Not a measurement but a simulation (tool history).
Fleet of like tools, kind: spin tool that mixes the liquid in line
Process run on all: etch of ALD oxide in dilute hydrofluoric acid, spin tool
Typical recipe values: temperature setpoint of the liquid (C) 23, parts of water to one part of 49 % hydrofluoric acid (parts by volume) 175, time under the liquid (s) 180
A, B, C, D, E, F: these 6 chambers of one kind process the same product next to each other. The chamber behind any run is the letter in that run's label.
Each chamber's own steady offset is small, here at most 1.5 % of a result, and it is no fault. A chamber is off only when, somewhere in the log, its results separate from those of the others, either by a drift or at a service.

run   hour  temperature setpoint of the liquid (C)  parts of water to one part of 49 % hydrofluoric acid (parts by volume)  time under the liquid (s)  hours since the thermometer was replaced  hours since the hydrofluoric acid flow meter was replaced  read-back film thickness of the ALD oxide reference wafer, read on the same gauge (nm)  thickness taken off the ALD oxide on a monitor wafer (angstrom)
 1A    5.4                                      23                                                                     175                        180                                        12                                                      375.9                                                                                  70.032                                                           105.96
 2C   10.8                                      23                                                                     175                        180                                     596.3                                                      780.6                                                                                  70.002                                                           107.37
 3F   17.4                                      23                                                                     175                        180                                     177.9                                                      217.2                                                                                  70.015                                                           106.95
 4D   20.4                                      23                                                                     175                        180                                     526.1                                                      499.1                                                                                  70.024                                                           105.71
 5E   27.1                                      23                                                                     175                        180                                    1555.7                                                     1237.9                                                                                  69.998                                                           106.57
 6B   30.8                                      23                                                                     175                        180                                       303                                                      338.8                                                                                   70.02                                                           107.28
 7E   36.8                                      23                                                                     175                        180                                    1565.4                                                     1247.6                                                                                   70.03                                                           106.69
 8C   40.8                                      23                                                                     175                        180                                     626.3                                                      810.6                                                                                  69.958                                                           108.07
 9B   47.3                                      23                                                                     175                        180                                     319.5                                                      355.3                                                                                  70.013                                                           107.73
10A   50.9                                      20                                                                     135                        180                                      57.5                                                      421.4                                                                                  69.993                                                           128.74
11D   57.2                                      20                                                                     135                        180                                     562.9                                                      535.9                                                                                   69.97                                                           127.14
12F   61.4                                      20                                                                     135                        180                                     221.9                                                      261.2                                                                                  70.005                                                           128.52
13A   64.4                                      20                                                                     135                        180                                        71                                                      434.9                                                                                  69.993                                                            127.8
14D   68.9                                      20                                                                     135                        180                                     574.6                                                      547.6                                                                                   70.04                                                           126.47
15B   73.7                                      20                                                                     135                        180                                     345.9                                                      381.7                                                                                  69.968                                                           129.96
16E   77.7                                      23                                                                     175                        180                                    1606.3                                                     1288.5                                                                                  69.983                                                           106.54
17C   80.8                                      23                                                                     175                        180                                     666.3                                                      850.6                                                                                  69.985                                                           107.03
18F   84.5                                      23                                                                     175                        180                                       245                                                      284.3                                                                                  70.003                                                           107.32
19D   88.1                                      23                                                                     175                        180                                     593.8                                                      566.8                                                                                  70.019                                                            105.1
20F   94.4                                      23                                                                     175                        180                                     254.9                                                      294.2                                                                                  69.972                                                           107.05
21A  100.2                                      23                                                                     175                        180                                     106.8                                                      470.7                                                                                  69.982                                                           106.61
22C  106.2                                      23                                                                     175                        180                                     691.7                                                        876                                                                                   70.02                                                           107.53
23B  110.7                                      23                                                                     175                        180                                     382.9                                                      418.7                                                                                  70.012                                                           108.51
24E  116.9                                      23                                                                     175                        180                                    1645.5                                                     1327.7                                                                                  69.952                                                           106.29
25E  122.4                                      23                                                                     175                        180                                      1651                                                     1333.2                                                                                  70.035                                                           106.34
26B  126.1                                      23                                                                     175                        180                                     398.3                                                      434.1                                                                                  70.041                                                           108.93
27D  131.9                                      23                                                                     175                        180                                     637.6                                                      610.6                                                                                  70.003                                                           105.47
28C  135.1                                      23                                                                     175                        180                                     720.6                                                      904.9                                                                                  70.042                                                           107.42
29A  138.3                                      23                                                                     145                        275                                     144.9                                                      508.8                                                                                  70.002                                                            202.8
30F  143.5                                      23                                                                     145                        275                                       304                                                      343.3                                                                                  69.997                                                           204.34
31B  149.5                                      23                                                                     145                        275                                     421.7                                                      457.5                                                                                  70.023                                                           208.51
32C    153                                      23                                                                     145                        275                                     738.5                                                      922.8                                                                                  70.026                                                           205.76
33D    156                                      23                                                                     145                        275                                     661.7                                                      634.7                                                                                  70.013                                                           201.41
34A  161.2                                      23                                                                     145                        275                                     167.8                                                      531.7                                                                                  69.956                                                           202.68
35E  165.3                                      23                                                                     175                        180                                    1693.9                                                     1376.1                                                                                  70.005                                                           106.52
36F  169.3                                      23                                                                     175                        180                                     329.8                                                      369.1                                                                                  70.007                                                           107.16
     169.6  -- chamber B: hydrofluoric acid flow meter replaced
37D  175.5                                      23                                                                     175                        180                                     681.2                                                      654.2                                                                                  70.031                                                           105.26
38C  179.8                                      23                                                                     175                        180                                     765.3                                                      949.6                                                                                   70.02                                                           107.35
39B  185.4                                      23                                                                     175                        180                                     457.6                                                       15.9                                                                                  70.028                                                           109.27
40F  190.9                                    25.5                                                                     225                        180                                     351.4                                                      390.7                                                                                  70.016                                                           85.896

The same settings go to every chamber for the next run, one line per chamber below. Forecast the results for each:
41A  195.7                                      23                                                                     175                        180                                                                                                                                                                                                                                                             ?
41B  195.7                                      23                                                                     175                        180                                                                                                                                                                                                                                                             ?
41C  195.7                                      23                                                                     175                        180                                                                                                                                                                                                                                                             ?
41D  195.7                                      23                                                                     175                        180                                                                                                                                                                                                                                                             ?
41E  195.7                                      23                                                                     175                        180                                                                                                                                                                                                                                                             ?
41F  195.7                                      23                                                                     175                        180                                                                                                                                                                                                                                                             ?

run  thickness taken off the ALD oxide on a monitor wafer (angstrom)
41A                                                           106.46
41B                                                           109.77
41C                                                           107.18
41D                                                           105.35
41E                                                           106.74
41F                                                            107.2

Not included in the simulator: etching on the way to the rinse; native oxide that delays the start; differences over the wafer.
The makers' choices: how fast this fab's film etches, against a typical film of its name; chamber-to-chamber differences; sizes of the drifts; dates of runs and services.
